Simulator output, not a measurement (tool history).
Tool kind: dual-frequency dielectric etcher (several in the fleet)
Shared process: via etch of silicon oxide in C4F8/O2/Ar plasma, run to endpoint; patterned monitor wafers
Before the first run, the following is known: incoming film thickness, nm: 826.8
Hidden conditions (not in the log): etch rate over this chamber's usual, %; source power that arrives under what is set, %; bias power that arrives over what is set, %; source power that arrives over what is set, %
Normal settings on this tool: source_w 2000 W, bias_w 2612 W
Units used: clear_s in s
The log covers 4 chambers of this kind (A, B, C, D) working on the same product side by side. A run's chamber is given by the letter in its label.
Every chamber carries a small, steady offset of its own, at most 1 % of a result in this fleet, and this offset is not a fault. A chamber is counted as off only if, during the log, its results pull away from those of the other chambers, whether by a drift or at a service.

| run | day | source_w | bias_w | hours since the last wet clean | hours since the last source power generator calibration | hours since the last bias power generator calibration | clear_s |
|---|---|---|---|---|---|---|---|
| 1B | 0.433 | 2000 | 2612 | 137.4 | 128.6 | 2479.6 | 152.7 |
| 2D | 0.925 | 2000 | 2612 | 284 | 2537 | 1009.9 | 149.52 |
| 3C | 1.417 | 2000 | 2612 | 197.4 | 2548 | 2160.3 | 151.6 |
| 4A | 1.975 | 2000 | 2612 | 253.7 | 186.3 | 2585.6 | 151.04 |
| 5C | 2.504 | 1540 | 2273 | 223.5 | 2574.1 | 2186.4 | 173.58 |
| 6D | 2.821 | 1540 | 2273 | 329.5 | 2582.5 | 1055.4 | 173.62 |
| 7B | 3.317 | 1540 | 2273 | 206.6 | 197.8 | 2548.8 | 177.31 |
| 8A | 3.667 | 1540 | 2273 | 294.3 | 226.9 | 2626.2 | 170.37 |
| 9C | 4.192 | 2000 | 2612 | 264 | 2614.6 | 2226.9 | 150.54 |
|  | 4.542 | chamber C: source power generator calibrated |
| 10A | 4.558 | 2000 | 2612 | 315.7 | 248.3 | 2647.6 | 149.92 |
| 11B | 5.158 | 2000 | 2612 | 250.8 | 242 | 2593 | 151.91 |
| 12D | 5.446 | 2000 | 2612 | 392.5 | 2645.5 | 1118.4 | 150.92 |
| 13B | 5.75 | 2000 | 2612 | 265 | 256.2 | 2607.2 | 151.82 |
| 14D | 6.071 | 2000 | 2612 | 407.5 | 2660.5 | 1133.4 | 148.98 |
| 15C | 6.4 | 2000 | 2612 | 317 | 44.7 | 2279.9 | 150.84 |
| 16A | 6.875 | 1780 | 3069 | 371.3 | 303.9 | 2703.2 | 149.96 |
| 17D | 7.471 | 1780 | 3069 | 441.1 | 2694.1 | 1167 | 148.4 |
| 18B | 7.888 | 1780 | 3069 | 316.3 | 307.5 | 2658.5 | 151.85 |
| 19C | 8.479 | 1780 | 3069 | 366.9 | 94.6 | 2329.8 | 151.87 |
| 20A | 8.792 | 2000 | 2612 | 417.3 | 349.9 | 2749.2 | 150.66 |
| 21B | 9.175 | 2000 | 2612 | 347.2 | 338.4 | 2689.4 | 150.26 |
| 22A | 9.446 | 2000 | 2612 | 433 | 365.6 | 2764.9 | 151.32 |
|  | 9.708 | chamber C: wet clean of the chamber |
| 23D | 9.975 | 2000 | 2612 | 501.2 | 2754.2 | 1227.1 | 149.62 |
|  | 10.133 | chamber D: wet clean of the chamber |
| 24C | 10.267 | 2000 | 2612 | 13.5 | 137.5 | 2372.7 | 152.77 |
|  | 10.346 | chamber A: wet clean of the chamber |
| 25D | 10.588 | 2000 | 3060 | 11 | 2768.9 | 1241.8 | 144.2 |
| 26C | 11.146 | 2000 | 3060 | 34.6 | 158.6 | 2393.8 | 144.92 |
| 27B | 11.738 | 2000 | 3060 | 408.7 | 399.9 | 2750.9 | 144.63 |
| 28A | 12.225 | 2000 | 3060 | 45.1 | 432.3 | 2831.6 | 142.81 |
| 29D | 12.638 | 2000 | 2612 | 60.2 | 2818.1 | 1291 | 151.24 |
| 30B | 13.112 | 2000 | 2612 | 441.7 | 432.9 | 2783.9 | 152.12 |
| 31A | 13.654 | 2000 | 2612 | 79.4 | 466.6 | 2865.9 | 148.31 |
| 32C | 14.138 | 2000 | 2612 | 106.4 | 230.4 | 2465.6 | 152.25 |
|  | 14.454 | chamber B: wet clean of the chamber |
| 33B | 14.567 | 2000 | 2612 | 2.7 | 467.8 | 2818.8 | 149.84 |
| 34A | 15.121 | 2000 | 2612 | 114.6 | 501.8 | 2901.1 | 150.74 |
| 35D | 15.65 | 2000 | 2612 | 132.5 | 2890.4 | 1363.3 | 149.69 |
| 36C | 15.921 | 2000 | 2276 | 149.2 | 273.2 | 2508.4 | 159.1 |
| 37D | 16.25 | 2000 | 2276 | 146.9 | 2904.8 | 1377.7 | 156.6 |
| 38A | 16.654 | 2000 | 2276 | 151.4 | 538.6 | 2937.9 | 156.01 |

Predict what each chamber gives when all 4 of them run the settings below next.
| 39A | 17.1 | 2000 | 3121 |  |  |  | ? |
| 39B | 17.1 | 2000 | 3121 |  |  |  | ? |
| 39C | 17.1 | 2000 | 3121 |  |  |  | ? |
| 39D | 17.1 | 2000 | 3121 |  |  |  | ? |

| run | clear_s |
|---|---|
| 39A | 141.75 |
| 39B | 145.07 |
| 39C | 143.98 |
| 39D | 141.29 |

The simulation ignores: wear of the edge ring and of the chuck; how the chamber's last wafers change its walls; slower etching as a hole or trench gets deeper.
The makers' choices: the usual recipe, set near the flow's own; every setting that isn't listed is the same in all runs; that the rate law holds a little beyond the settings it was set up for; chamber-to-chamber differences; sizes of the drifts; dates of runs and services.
